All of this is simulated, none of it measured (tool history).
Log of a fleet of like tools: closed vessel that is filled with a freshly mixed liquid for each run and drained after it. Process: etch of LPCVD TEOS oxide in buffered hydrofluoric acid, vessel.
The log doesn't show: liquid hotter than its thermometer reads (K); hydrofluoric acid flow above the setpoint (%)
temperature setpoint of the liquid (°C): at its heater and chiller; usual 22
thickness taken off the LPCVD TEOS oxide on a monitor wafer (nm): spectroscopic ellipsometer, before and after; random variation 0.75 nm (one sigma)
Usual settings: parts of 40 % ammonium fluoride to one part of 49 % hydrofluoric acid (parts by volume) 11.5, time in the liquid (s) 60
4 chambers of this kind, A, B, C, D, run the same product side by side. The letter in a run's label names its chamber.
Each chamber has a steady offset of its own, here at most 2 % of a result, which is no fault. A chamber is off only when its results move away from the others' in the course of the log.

| run | day | temperature setpoint of the liquid (°C) | parts of 40 % ammonium fluoride to one part of 49 % hydrofluoric acid (parts by volume) | time in the liquid (s) | hours since the thermometer was replaced | hours since the hydrofluoric acid flow meter was replaced | read-back film thickness of the LPCVD TEOS oxide reference wafer, read on the same gauge (nm) | thickness taken off the LPCVD TEOS oxide on a monitor wafer (nm) |
|---|---|---|---|---|---|---|---|---|
| 1D | 0.229 | 22 | 11.5 | 60 | 2836.9 | 759.8 | 150.00 | 133.10 |
| 2A | 0.367 | 22 | 11.5 | 60 | 1634.6 | 836.6 | 150.02 | 132.70 |
| 3B | 0.488 | 22 | 11.5 | 60 | 406.5 | 1023.2 | 149.96 | 135.47 |
| 4C | 0.704 | 22 | 11.5 | 60 | 1091.8 | 472.9 | 149.96 | 133.94 |
| 5B | 0.825 | 22 | 11.5 | 60 | 414.6 | 1031.3 | 149.94 | 134.32 |
| 6C | 1.033 | 22 | 11.5 | 60 | 1099.7 | 480.8 | 150.03 | 133.53 |
| 7A | 1.250 | 22 | 14.0 | 60 | 1655.8 | 857.8 | 149.96 | 108.91 |
| 8D | 1.392 | 22 | 14.0 | 60 | 2864.8 | 787.7 | 150.01 | 109.63 |
| 9A | 1.638 | 22 | 14.0 | 60 | 1665.1 | 867.1 | 150.01 | 109.31 |
| 10B | 1.771 | 22 | 14.0 | 60 | 437.3 | 1054.0 | 149.98 | 111.48 |
| 11C | 1.917 | 22 | 11.5 | 60 | 1120.9 | 502.0 | 150.01 | 133.28 |
| 12D | 2.162 | 22 | 11.5 | 60 | 2883.3 | 806.2 | 149.97 | 133.31 |
| 13C | 2.404 | 22 | 11.5 | 60 | 1132.6 | 513.7 | 149.99 | 132.89 |
| 14A | 2.521 | 22 | 11.5 | 60 | 1686.3 | 888.3 | 150.00 | 132.81 |
| 15D | 2.762 | 22 | 11.5 | 60 | 2897.7 | 820.6 | 149.98 | 133.07 |
| 16B | 2.896 | 22 | 9.5 | 60 | 464.3 | 1081.0 | 149.96 | 160.12 |
|  | 2.900 | chamber C: thermometer replaced |
| 17A | 3.058 | 22 | 9.5 | 60 | 1699.2 | 901.2 | 150.00 | 156.39 |
| 18C | 3.212 | 22 | 9.5 | 60 | 7.5 | 533.1 | 149.92 | 155.77 |
| 19D | 3.412 | 22 | 9.5 | 60 | 2913.3 | 836.2 | 150.00 | 157.27 |
| 20B | 3.538 | 22 | 11.5 | 60 | 479.7 | 1096.4 | 150.00 | 136.40 |
| 21D | 3.650 | 22 | 11.5 | 60 | 2919.0 | 841.9 | 149.99 | 134.80 |
| 22C | 3.896 | 22 | 11.5 | 60 | 23.9 | 549.5 | 150.00 | 133.74 |
| 23A | 4.038 | 25 | 11.5 | 60 | 1722.7 | 924.7 | 149.99 | 156.01 |
| 24B | 4.150 | 25 | 11.5 | 60 | 494.4 | 1111.1 | 150.00 | 162.73 |
| 25B | 4.358 | 25 | 11.5 | 60 | 499.4 | 1116.1 | 150.01 | 163.04 |
| 26A | 4.562 | 25 | 11.5 | 60 | 1735.3 | 937.3 | 149.99 | 157.53 |
| 27D | 4.775 | 22 | 11.5 | 60 | 2946.0 | 868.9 | 150.00 | 132.82 |
| 28C | 5.012 | 22 | 11.5 | 60 | 50.7 | 576.3 | 150.02 | 131.33 |
| 29B | 5.179 | 22 | 11.5 | 60 | 519.1 | 1135.8 | 150.05 | 139.14 |
| 30A | 5.383 | 19 | 9.0 | 60 | 1755.0 | 957.0 | 150.01 | 137.73 |
| 31D | 5.592 | 19 | 9.0 | 60 | 2965.6 | 888.5 | 150.00 | 138.54 |
| 32C | 5.812 | 19 | 9.0 | 60 | 69.9 | 595.5 | 150.00 | 136.15 |
| 33A | 6.000 | 19 | 9.0 | 60 | 1769.8 | 971.8 | 149.99 | 137.15 |
| 34C | 6.246 | 22 | 11.5 | 60 | 80.3 | 605.9 | 150.06 | 132.20 |
| 35D | 6.408 | 22 | 11.5 | 60 | 2985.2 | 908.1 | 149.97 | 134.97 |
| 36B | 6.579 | 22 | 11.5 | 60 | 552.7 | 1169.4 | 149.99 | 139.72 |
| 37B | 6.692 | 22 | 11.5 | 60 | 555.4 | 1172.1 | 149.94 | 140.21 |

Is one chamber off against the others, does the gauge drift, or is nothing wrong? If a chamber is off, say which, and what the likeliest cause is.

Chamber B drifts away from the others.
Cause: liquid hotter than its thermometer reads (K) = 0.87.
The log may not tell that from: hydrofluoric acid flow above the setpoint (%).

Here are 4 candidates for chamber B's next run, each the usual settings with a change, their results left as question marks. Which one brings its results back in line with what the others give on the usual settings?
In line means no further than this from the other chambers' mean on the usual settings: thickness taken off the LPCVD TEOS oxide on a monitor wafer (nm) 2.60
| 38B-1 | 6.871 | 21 | 11.5 | 60 |  |  |  | ? |
| 38B-2 | 6.871 | 22 | 12.0 | 55 |  |  |  | ? |
| 38B-3 | 6.871 | 22 | 11.0 | 65 |  |  |  | ? |
| 38B-4 | 6.871 | 23 | 11.5 | 60 |  |  |  | ? |

The other chambers' mean on the usual settings: thickness taken off the LPCVD TEOS oxide on a monitor wafer (nm) 133.08
| run | thickness taken off the LPCVD TEOS oxide on a monitor wafer (nm) |
|---|---|
| 38B-1 | 133.57 |
| 38B-2 | 124.12 |
| 38B-3 | 159.49 |
| 38B-4 | 148.85 |
38B-1 brings the chamber back in line.

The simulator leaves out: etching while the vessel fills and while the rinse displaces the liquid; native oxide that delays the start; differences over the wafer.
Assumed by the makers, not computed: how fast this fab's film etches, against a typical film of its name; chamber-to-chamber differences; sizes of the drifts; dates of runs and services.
